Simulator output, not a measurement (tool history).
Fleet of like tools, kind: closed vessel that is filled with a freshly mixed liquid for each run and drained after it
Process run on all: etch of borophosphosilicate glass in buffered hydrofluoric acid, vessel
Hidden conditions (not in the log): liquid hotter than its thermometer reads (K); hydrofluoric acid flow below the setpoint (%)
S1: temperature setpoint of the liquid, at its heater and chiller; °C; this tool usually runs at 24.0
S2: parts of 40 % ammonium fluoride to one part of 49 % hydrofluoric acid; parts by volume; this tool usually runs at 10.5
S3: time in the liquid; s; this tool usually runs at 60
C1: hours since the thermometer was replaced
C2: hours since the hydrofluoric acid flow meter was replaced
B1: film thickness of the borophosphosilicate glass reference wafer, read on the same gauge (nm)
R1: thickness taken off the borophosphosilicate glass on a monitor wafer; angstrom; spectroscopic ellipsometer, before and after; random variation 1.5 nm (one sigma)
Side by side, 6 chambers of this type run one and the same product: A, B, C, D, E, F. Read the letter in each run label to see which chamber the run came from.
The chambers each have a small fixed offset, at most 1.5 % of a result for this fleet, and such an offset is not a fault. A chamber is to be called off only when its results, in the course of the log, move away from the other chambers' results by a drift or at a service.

run 1F hour=6.4 | S1=24.0 S2=10.5 S3=60 | C1=733.9 C2=688.1 | B1=129.94 | R1=1786.9
run 2C hour=15.2 | S1=24.0 S2=10.5 S3=60 | C1=330.9 C2=537.2 | B1=130.07 | R1=1758.2
run 3B hour=21.6 | S1=24.0 S2=10.5 S3=60 | C1=264.5 C2=727.5 | B1=130.05 | R1=1770.6
-- hour=31.7 chamber F: hydrofluoric acid flow meter replaced
run 4D hour=33.9 | S1=24.0 S2=10.5 S3=60 | C1=91.3 C2=138.5 | B1=130.00 | R1=1781.1
run 5A hour=41.0 | S1=24.0 S2=10.5 S3=60 | C1=408.7 C2=655.4 | B1=130.04 | R1=1783.7
run 6E hour=50.8 | S1=24.0 S2=10.5 S3=60 | C1=923.3 C2=1769.4 | B1=130.04 | R1=1760.5
run 7F hour=57.1 | S1=24.0 S2=10.5 S3=60 | C1=784.6 C2=25.5 | B1=130.02 | R1=1809.1
run 8C hour=66.5 | S1=24.0 S2=10.5 S3=60 | C1=382.2 C2=588.5 | B1=130.01 | R1=1767.1
run 9A hour=72.7 | S1=24.0 S2=10.5 S3=60 | C1=440.4 C2=687.1 | B1=130.00 | R1=1775.6
run 10E hour=81.6 | S1=24.0 S2=10.5 S3=60 | C1=954.1 C2=1800.2 | B1=129.97 | R1=1751.4
run 11D hour=93.5 | S1=24.0 S2=10.5 S3=60 | C1=150.9 C2=198.1 | B1=130.00 | R1=1777.8
-- hour=96.2 chamber A: hydrofluoric acid flow meter replaced
run 12B hour=99.6 | S1=24.0 S2=10.5 S3=60 | C1=342.5 C2=805.5 | B1=130.00 | R1=1771.2
run 13C hour=109.8 | S1=24.0 S2=10.5 S3=60 | C1=425.5 C2=631.8 | B1=130.00 | R1=1766.8
run 14E hour=121.5 | S1=24.0 S2=10.5 S3=60 | C1=994.0 C2=1840.1 | B1=130.04 | R1=1772.7
run 15B hour=133.4 | S1=21.5 S2=10.5 S3=60 | C1=376.3 C2=839.3 | B1=130.01 | R1=1579.1
run 16A hour=141.3 | S1=21.5 S2=10.5 S3=60 | C1=509.0 C2=45.2 | B1=130.03 | R1=1583.6
-- hour=148.2 chamber B: hydrofluoric acid flow meter replaced
run 17D hour=148.7 | S1=21.5 S2=10.5 S3=60 | C1=206.1 C2=253.3 | B1=129.96 | R1=1558.7
run 18F hour=156.3 | S1=21.5 S2=10.5 S3=60 | C1=883.8 C2=124.7 | B1=130.00 | R1=1555.1
run 19D hour=162.9 | S1=21.5 S2=10.5 S3=60 | C1=220.3 C2=267.5 | B1=130.02 | R1=1552.2
run 20A hour=169.8 | S1=21.5 S2=10.5 S3=60 | C1=537.5 C2=73.7 | B1=129.97 | R1=1610.5
run 21E hour=182.1 | S1=24.0 S2=10.5 S3=60 | C1=1054.6 C2=1900.7 | B1=130.02 | R1=1770.0
run 22C hour=189.6 | S1=24.0 S2=10.5 S3=60 | C1=505.3 C2=711.6 | B1=130.02 | R1=1744.4
run 23F hour=199.9 | S1=24.0 S2=10.5 S3=60 | C1=927.4 C2=168.3 | B1=129.98 | R1=1791.3
run 24B hour=212.0 | S1=24.0 S2=10.5 S3=60 | C1=454.9 C2=63.8 | B1=129.97 | R1=1761.8
run 25A hour=218.6 | S1=24.0 S2=10.5 S3=60 | C1=586.3 C2=122.5 | B1=129.98 | R1=1858.5
run 26F hour=227.8 | S1=24.0 S2=8.0 S3=60 | C1=955.3 C2=196.2 | B1=130.00 | R1=2287.2
run 27D hour=234.6 | S1=24.0 S2=8.0 S3=60 | C1=292.0 C2=339.2 | B1=129.95 | R1=2323.1
run 28E hour=242.7 | S1=24.0 S2=8.0 S3=60 | C1=1115.2 C2=1961.3 | B1=129.97 | R1=2229.4
run 29B hour=249.7 | S1=24.0 S2=8.0 S3=60 | C1=492.6 C2=101.5 | B1=130.04 | R1=2251.1
run 30C hour=260.5 | S1=24.0 S2=8.0 S3=60 | C1=576.2 C2=782.5 | B1=130.00 | R1=2286.4
run 31B hour=270.5 | S1=24.0 S2=8.0 S3=60 | C1=513.4 C2=122.3 | B1=129.96 | R1=2215.1
run 32E hour=278.0 | S1=24.0 S2=10.5 S3=60 | C1=1150.5 C2=1996.6 | B1=130.00 | R1=1750.1
run 33D hour=287.5 | S1=24.0 S2=10.5 S3=60 | C1=344.9 C2=392.1 | B1=130.03 | R1=1791.2
run 34F hour=297.0 | S1=24.0 S2=10.5 S3=60 | C1=1024.5 C2=265.4 | B1=129.97 | R1=1773.1
run 35A hour=305.2 | S1=24.0 S2=10.5 S3=60 | C1=672.9 C2=209.1 | B1=129.98 | R1=1893.1
run 36C hour=313.0 | S1=24.0 S2=10.5 S3=60 | C1=628.7 C2=835.0 | B1=129.99 | R1=1781.5
run 37B hour=322.3 | S1=24.0 S2=10.5 S3=60 | C1=565.2 C2=174.1 | B1=130.01 | R1=1748.1
run 38C hour=331.0 | S1=24.0 S2=10.5 S3=60 | C1=646.7 C2=853.0 | B1=130.04 | R1=1771.0

Which is it: a chamber that has drifted or been left off by a service, a gauge drift common to all chambers, or only each chamber's usual small offset? If a chamber is off, name it and its likeliest cause.

Chamber A drifts away from the others.
Likeliest cause: liquid hotter than its thermometer reads (K) = 1.64.

Chamber A could run next with any of the 4 candidate recipes listed below; each alters the usual settings, and their results appear as question marks. Which one brings its results back in line with what the other chambers deliver on the usual settings?
In line means no further than this from the other chambers' mean on the usual settings: R1 52.0 angstrom
run 39A-1 hour=339.9 | S1=24.0 S2=10.5 S3=55 | R1=?
run 39A-2 hour=339.9 | S1=24.5 S2=10.0 S3=65 | R1=?
run 39A-3 hour=339.9 | S1=23.5 S2=11.0 S3=55 | R1=?
run 39A-4 hour=339.9 | S1=24.0 S2=9.5 S3=60 | R1=?

Other chambers, usual settings, mean: R1 1768.7 angstrom
run=39A-1 R1=1768.5
run=39A-2 R1=2252.9
run=39A-3 R1=1644.0
run=39A-4 R1=2091.3
39A-1 puts the chamber back in line with the other chambers.
